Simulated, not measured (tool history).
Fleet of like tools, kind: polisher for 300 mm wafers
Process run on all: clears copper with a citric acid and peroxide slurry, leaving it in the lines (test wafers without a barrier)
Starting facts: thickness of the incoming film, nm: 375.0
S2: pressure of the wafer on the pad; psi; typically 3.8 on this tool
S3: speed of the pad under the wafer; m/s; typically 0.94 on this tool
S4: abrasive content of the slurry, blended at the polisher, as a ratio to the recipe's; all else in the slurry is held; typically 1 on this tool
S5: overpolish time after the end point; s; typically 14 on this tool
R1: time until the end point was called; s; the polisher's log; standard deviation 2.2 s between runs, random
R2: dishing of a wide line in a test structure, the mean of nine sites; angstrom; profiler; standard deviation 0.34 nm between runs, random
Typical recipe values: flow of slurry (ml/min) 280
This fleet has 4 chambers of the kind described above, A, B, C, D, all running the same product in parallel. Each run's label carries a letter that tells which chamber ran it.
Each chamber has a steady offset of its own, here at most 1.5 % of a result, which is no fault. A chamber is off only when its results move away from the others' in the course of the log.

-- hour=11.8 chamber C: head pressure recalibrated
run 1A hour=14.2 | flow_of_slurry_(ml/min)=280 S2=3.8 S3=0.94 S4=1 S5=14 | R1=123.43 R2=302.2
-- hour=15.9 chamber D: slurry blender recalibrated
-- hour=19.8 chamber C: worn pad replaced by a new one
run 2D hour=22.2 | flow_of_slurry_(ml/min)=280 S2=3.8 S3=0.94 S4=1 S5=14 | R1=118.84 R2=305.33
run 3C hour=36.8 | flow_of_slurry_(ml/min)=280 S2=3.8 S3=0.94 S4=1 S5=14 | R1=119.19 R2=296.13
run 4B hour=47.4 | flow_of_slurry_(ml/min)=280 S2=3.8 S3=0.94 S4=1 S5=14 | R1=118.07 R2=301.72
run 5A hour=56.6 | flow_of_slurry_(ml/min)=280 S2=3.8 S3=0.94 S4=1 S5=14 | R1=120.66 R2=301.37
-- hour=58.2 chamber D: worn pad replaced by a new one
-- hour=66.1 chamber C: slurry nozzle cleaned
run 6C hour=71.7 | flow_of_slurry_(ml/min)=280 S2=3.8 S3=0.94 S4=1 S5=14 | R1=122.98 R2=306.7
run 7B hour=84.8 | flow_of_slurry_(ml/min)=280 S2=3.8 S3=1.06 S4=1 S5=17 | R1=104.06 R2=392.82
-- hour=87.2 chamber B: worn pad replaced by a new one
run 8D hour=96.9 | flow_of_slurry_(ml/min)=280 S2=3.8 S3=1.06 S4=1 S5=17 | R1=105.45 R2=397.75
run 9C hour=111 | flow_of_slurry_(ml/min)=280 S2=3.8 S3=1.06 S4=1 S5=17 | R1=105.33 R2=394.2
-- hour=112.2 chamber C: worn pad replaced by a new one
-- hour=113.6 chamber A: head pressure recalibrated
-- hour=115.3 chamber D: worn pad replaced by a new one
run 10B hour=117.7 | flow_of_slurry_(ml/min)=280 S2=3.8 S3=1.06 S4=1 S5=17 | R1=105.65 R2=395.53
run 11D hour=127.8 | flow_of_slurry_(ml/min)=280 S2=3.8 S3=0.94 S4=1 S5=14 | R1=122.07 R2=303.48
-- hour=130.5 chamber A: worn pad replaced by a new one
-- hour=136 chamber C: slurry blender recalibrated
-- hour=136.3 chamber A: slurry blender recalibrated
run 12A hour=142.5 | flow_of_slurry_(ml/min)=280 S2=3.8 S3=0.94 S4=1 S5=14 | R1=122.32 R2=297.3
run 13A hour=150.3 | flow_of_slurry_(ml/min)=280 S2=3.2 S3=0.74 S4=1 S5=14 | R1=178.9 R2=207.9
run 14D hour=165.4 | flow_of_slurry_(ml/min)=280 S2=3.2 S3=0.74 S4=1 S5=14 | R1=175.11 R2=216.43
-- hour=172.5 chamber B: slurry blender recalibrated
run 15B hour=175.2 | flow_of_slurry_(ml/min)=280 S2=3.2 S3=0.74 S4=1 S5=14 | R1=175.67 R2=208.4
-- hour=176.6 chamber D: worn pad replaced by a new one
-- hour=179.9 chamber D: slurry blender recalibrated
run 16C hour=186.1 | flow_of_slurry_(ml/min)=280 S2=3.2 S3=0.74 S4=1 S5=14 | R1=179.24 R2=211.77
run 17B hour=199.1 | flow_of_slurry_(ml/min)=280 S2=3.8 S3=0.94 S4=1 S5=14 | R1=119.11 R2=303
-- hour=199.8 chamber C: worn pad replaced by a new one
run 18D hour=211.8 | flow_of_slurry_(ml/min)=280 S2=2.8 S3=0.94 S4=0.9 S5=14 | R1=165.38 R2=226.64
-- hour=219.8 chamber B: slurry nozzle cleaned
run 19A hour=227.2 | flow_of_slurry_(ml/min)=280 S2=2.8 S3=0.94 S4=0.9 S5=14 | R1=162.99 R2=224.14
-- hour=236 chamber D: worn pad replaced by a new one
-- hour=236.7 chamber B: worn pad replaced by a new one
run 20C hour=238.6 | flow_of_slurry_(ml/min)=280 S2=2.8 S3=0.94 S4=0.9 S5=14 | R1=165.45 R2=225.58
run 21A hour=251.3 | flow_of_slurry_(ml/min)=280 S2=2.8 S3=0.94 S4=0.9 S5=14 | R1=161.34 R2=220.98
run 22D hour=265.7 | flow_of_slurry_(ml/min)=280 S2=3.8 S3=0.82 S4=1 S5=17 | R1=136.94 R2=316.98
-- hour=269.4 chamber A: worn pad replaced by a new one
run 23B hour=278.2 | flow_of_slurry_(ml/min)=280 S2=3.8 S3=0.82 S4=1 S5=17 | R1=138.82 R2=316.47
run 24C hour=287.9 | flow_of_slurry_(ml/min)=280 S2=3.8 S3=0.82 S4=1 S5=17 | R1=139.18 R2=319.19
run 25A hour=300 | flow_of_slurry_(ml/min)=280 S2=3.8 S3=0.82 S4=1 S5=17 | R1=136.59 R2=312.05
-- hour=303 chamber C: worn pad replaced by a new one
-- hour=310.6 chamber D: worn pad replaced by a new one
run 26B hour=310.8 | flow_of_slurry_(ml/min)=280 S2=3.8 S3=0.94 S4=1 S5=14 | R1=122.05 R2=307.41
run 27C hour=319.3 | flow_of_slurry_(ml/min)=280 S2=3.8 S3=0.94 S4=0.75 S5=7 | R1=127.97 R2=153.87
run 28D hour=329.4 | flow_of_slurry_(ml/min)=280 S2=3.8 S3=0.94 S4=0.75 S5=7 | R1=131.08 R2=155.71

For the next run the whole fleet of 4 chambers uses the same settings. Give each chamber's results:
run 29A hour=340.4 | flow_of_slurry_(ml/min)=280 S2=3.8 S3=1.04 S4=1 S5=14 | R1=? R2=?
run 29B hour=340.4 | flow_of_slurry_(ml/min)=280 S2=3.8 S3=1.04 S4=1 S5=14 | R1=? R2=?
run 29C hour=340.4 | flow_of_slurry_(ml/min)=280 S2=3.8 S3=1.04 S4=1 S5=14 | R1=? R2=?
run 29D hour=340.4 | flow_of_slurry_(ml/min)=280 S2=3.8 S3=1.04 S4=1 S5=14 | R1=? R2=?

run=29A R1=108.36 R2=327.96
run=29B R1=108.5 R2=325.43
run=29C R1=107.62 R2=327.85
run=29D R1=109.16 R2=330.57

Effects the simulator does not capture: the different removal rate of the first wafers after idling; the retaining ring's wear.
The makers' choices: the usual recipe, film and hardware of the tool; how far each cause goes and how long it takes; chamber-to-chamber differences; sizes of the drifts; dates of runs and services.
